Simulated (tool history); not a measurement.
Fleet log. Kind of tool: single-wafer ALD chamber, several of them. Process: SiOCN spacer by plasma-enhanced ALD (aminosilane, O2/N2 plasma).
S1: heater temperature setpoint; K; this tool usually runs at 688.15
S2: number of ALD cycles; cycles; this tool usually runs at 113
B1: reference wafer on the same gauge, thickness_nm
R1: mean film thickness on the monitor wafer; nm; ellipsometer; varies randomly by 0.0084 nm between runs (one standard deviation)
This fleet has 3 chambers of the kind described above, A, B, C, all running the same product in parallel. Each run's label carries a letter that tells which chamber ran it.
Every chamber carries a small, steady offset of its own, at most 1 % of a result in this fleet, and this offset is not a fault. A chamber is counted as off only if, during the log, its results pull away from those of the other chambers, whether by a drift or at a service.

run,day,S1,S2,B1,R1
1C,0.596,688.15,113,5.5883,6.4899
2A,1.125,688.15,113,5.5858,6.5441
3B,1.417,688.15,113,5.5861,6.5524
4A,2.004,688.15,113,5.5838,6.5481
5C,2.396,688.15,113,5.5819,6.478
6B,2.754,688.15,113,5.5828,6.5329
7B,3.342,688.15,113,5.5838,6.539
8C,3.908,688.15,113,5.5809,6.4854
9A,4.442,688.15,113,5.5795,6.5292
10A,4.775,688.15,113,5.5773,6.5258
11C,5.333,688.15,113,5.5778,6.4705
12B,5.921,688.15,113,5.5754,6.5259
13C,6.429,699.15,121,5.5738,6.6955
14A,6.779,699.15,121,5.5736,6.7389
# day 6.908: chamber B: thermocouple changed; heater temperature recalibrated
15B,7.125,699.15,121,5.5734,6.7393
16A,7.554,688.15,113,5.5708,6.5197
17C,7.867,688.15,113,5.5707,6.4577
18B,8.412,688.15,113,5.5712,6.518
19A,8.967,688.15,113,5.568,6.5178
20C,9.362,688.15,113,5.5685,6.4834
21B,9.908,679.15,95,5.5665,5.6545
22B,10.488,679.15,95,5.5648,5.6402
23A,10.983,679.15,95,5.5614,5.6208
24C,11.333,688.15,113,5.5656,6.4656
25B,11.904,688.15,113,5.5607,6.5117

One chamber off, gauge drift, or nothing amiss beyond the chambers' own small offsets? If it is a chamber, which one, and what is the likeliest cause?

It is the gauge, not a chamber: its drift shows up in every chamber's results at once, and no chamber is off.
What lies behind it: gauge reads low (%) = 0.533.
